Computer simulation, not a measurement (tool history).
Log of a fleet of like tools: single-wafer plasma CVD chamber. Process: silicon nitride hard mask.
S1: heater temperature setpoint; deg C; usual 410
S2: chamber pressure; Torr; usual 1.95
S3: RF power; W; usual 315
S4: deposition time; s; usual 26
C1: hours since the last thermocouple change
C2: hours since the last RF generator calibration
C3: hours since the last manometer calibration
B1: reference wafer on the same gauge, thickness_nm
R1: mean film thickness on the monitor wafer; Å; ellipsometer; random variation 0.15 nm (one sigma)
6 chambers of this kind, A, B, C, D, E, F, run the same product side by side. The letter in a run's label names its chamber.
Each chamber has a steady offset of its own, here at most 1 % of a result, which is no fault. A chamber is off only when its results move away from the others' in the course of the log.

At day 0.238: chamber F: RF generator calibrated.
Run 1E, day 0.442: usual settings; C1 595.8; C2 161.3; C3 694.5; B1 26.238. Result: R1 324.99 Å.
Run 2A, day 0.767: usual settings; C1 493.3; C2 792.5; C3 195.6; B1 26.19. Result: R1 329.28 Å.
Run 3C, day 1.008: usual settings; C1 292.5; C2 868.7; C3 1466.1; B1 26.202. Result: R1 321.26 Å.
Run 4D, day 1.221: usual settings; C1 618; C2 613.6; C3 934.5; B1 26.202. Result: R1 325.49 Å.
Run 5B, day 1.604: usual settings; C1 1335.3; C2 670; C3 2734.3; B1 26.161. Result: R1 322.88 Å.
Run 6F, day 1.854: usual settings; C1 1255.7; C2 38.8; C3 1254.2; B1 26.199. Result: R1 327.1 Å.
Run 7A, day 2.267: usual settings; C1 529.3; C2 828.5; C3 231.6; B1 26.202. Result: R1 326.96 Å.
Run 8C, day 2.508: usual settings; C1 328.5; C2 904.7; C3 1502.1; B1 26.183. Result: R1 323.9 Å.
Run 9F, day 2.783: usual settings but S1 421 deg C; C1 1278; C2 61.1; C3 1276.5; B1 26.225. Result: R1 324.32 Å.
Run 10E, day 3.188: usual settings but S1 421 deg C; C1 661.7; C2 227.2; C3 760.4; B1 26.17. Result: R1 320.24 Å.
Run 11D, day 3.512: usual settings but S1 421 deg C; C1 673; C2 668.6; C3 989.5; B1 26.176. Result: R1 325.09 Å.
Run 12B, day 3.962: usual settings but S1 421 deg C; C1 1391.9; C2 726.6; C3 2790.9; B1 26.218. Result: R1 320.58 Å.
At day 4.021: chamber F: thermocouple changed; heater temperature recalibrated.
At day 4.279: chamber B: capacitance manometer re-zeroed and calibrated.
Run 13F, day 4.367: usual settings but S1 421 deg C; C1 8.3; C2 99.1; C3 1314.5; B1 26.213. Result: R1 324.28 Å.
Run 14B, day 4.746: usual settings but S1 421 deg C; C1 1410.7; C2 745.4; C3 11.3; B1 26.215. Result: R1 321.62 Å.
Run 15E, day 5.029: usual settings; C1 705.9; C2 271.4; C3 804.6; B1 26.209. Result: R1 323.21 Å.
Run 16A, day 5.338: usual settings; C1 603; C2 902.2; C3 305.3; B1 26.194. Result: R1 326.22 Å.
Run 17C, day 5.588: usual settings but S3 355 W; C1 402.4; C2 978.6; C3 1576; B1 26.238. Result: R1 346.15 Å.
Run 18D, day 5.838: usual settings but S3 355 W; C1 728.8; C2 724.4; C3 1045.3; B1 26.212. Result: R1 349.9 Å.
Run 19B, day 6.296: usual settings but S3 355 W; C1 1447.9; C2 782.6; C3 48.5; B1 26.194. Result: R1 345.59 Å.
Run 20E, day 6.621: usual settings but S3 355 W; C1 744.1; C2 309.6; C3 842.8; B1 26.188. Result: R1 350.31 Å.
Run 21F, day 6.992: usual settings but S3 355 W; C1 71.3; C2 162.1; C3 1377.5; B1 26.167. Result: R1 352.45 Å.
Run 22C, day 7.229: usual settings but S3 355 W; C1 441.8; C2 1018; C3 1615.4; B1 26.207. Result: R1 349.19 Å.
Run 23A, day 7.5: usual settings; C1 654.9; C2 954.1; C3 357.2; B1 26.182. Result: R1 327.38 Å.
Run 24D, day 7.821: usual settings; C1 776.4; C2 772; C3 1092.9; B1 26.2. Result: R1 325.22 Å.
Run 25B, day 8.096: usual settings; C1 1491.1; C2 825.8; C3 91.7; B1 26.199. Result: R1 321.47 Å.
Run 26D, day 8.512: usual settings; C1 793; C2 788.6; C3 1109.5; B1 26.249. Result: R1 327.38 Å.
Run 27C, day 8.958: usual settings; C1 483.3; C2 1059.5; C3 1656.9; B1 26.188. Result: R1 325.46 Å.
Run 28F, day 9.342: usual settings; C1 127.7; C2 218.5; C3 1433.9; B1 26.169. Result: R1 326.68 Å.
Run 29E, day 9.612: usual settings; C1 815.9; C2 381.4; C3 914.6; B1 26.197. Result: R1 324.71 Å.
Run 30A, day 9.933: usual settings; C1 713.3; C2 1012.5; C3 415.6; B1 26.206. Result: R1 325.74 Å.
Run 31B, day 10.175: usual settings but S1 425 deg C, S4 30.8 s; C1 1541; C2 875.7; C3 141.6; B1 26.232. Result: R1 373.08 Å.
Run 32A, day 10.521: usual settings but S1 425 deg C, S4 30.8 s; C1 727.4; C2 1026.6; C3 429.7; B1 26.195. Result: R1 385.26 Å.
Run 33C, day 10.829: usual settings but S1 425 deg C, S4 30.8 s; C1 528.2; C2 1104.4; C3 1701.8; B1 26.188. Result: R1 380.71 Å.
Run 34D, day 11.183: usual settings but S1 425 deg C, S4 30.8 s; C1 857.1; C2 852.7; C3 1173.6; B1 26.173. Result: R1 381.85 Å.
Run 35F, day 11.529: usual settings but S1 425 deg C, S4 30.8 s; C1 180.2; C2 271; C3 1486.4; B1 26.209. Result: R1 385.55 Å.
Run 36E, day 11.917: usual settings but S1 425 deg C, S4 30.8 s; C1 871.2; C2 436.7; C3 969.9; B1 26.199. Result: R1 380.84 Å.
Run 37B, day 12.246: usual settings; C1 1590.7; C2 925.4; C3 191.3; B1 26.241. Result: R1 319.19 Å.

What goes on in this fleet: one chamber off, a drifting gauge, or nothing beyond the chambers' own small offsets? Name the chamber and the cause, if any.

Chamber B drifts away from the others.
Cause: delivered RF power below the setpoint (%) = 3.71.

Here are 4 candidates for chamber B's next run, each the usual settings with a change, their results left as question marks. Which one brings its results back in line with what the others give on the usual settings?
In line means no further than this from the other chambers' mean on the usual settings: R1 5.3 Å
Run 38B-1, day 12.596: usual settings but S4 25.3 s. Result: R1 ?.
Run 38B-2, day 12.596: usual settings but S2 1.98 Torr, S3 320 W, S4 27 s. Result: R1 ?.
Run 38B-3, day 12.596: usual settings but S4 26.7 s. Result: R1 ?.
Run 38B-4, day 12.596: usual settings but S4 24.5 s. Result: R1 ?.

The other chambers' mean on the usual settings: R1 325.23 Å
  run      R1
38B-1  308.48
38B-2  333.82
38B-3  325.51
38B-4  298.75
38B-3 brings the chamber back in line.
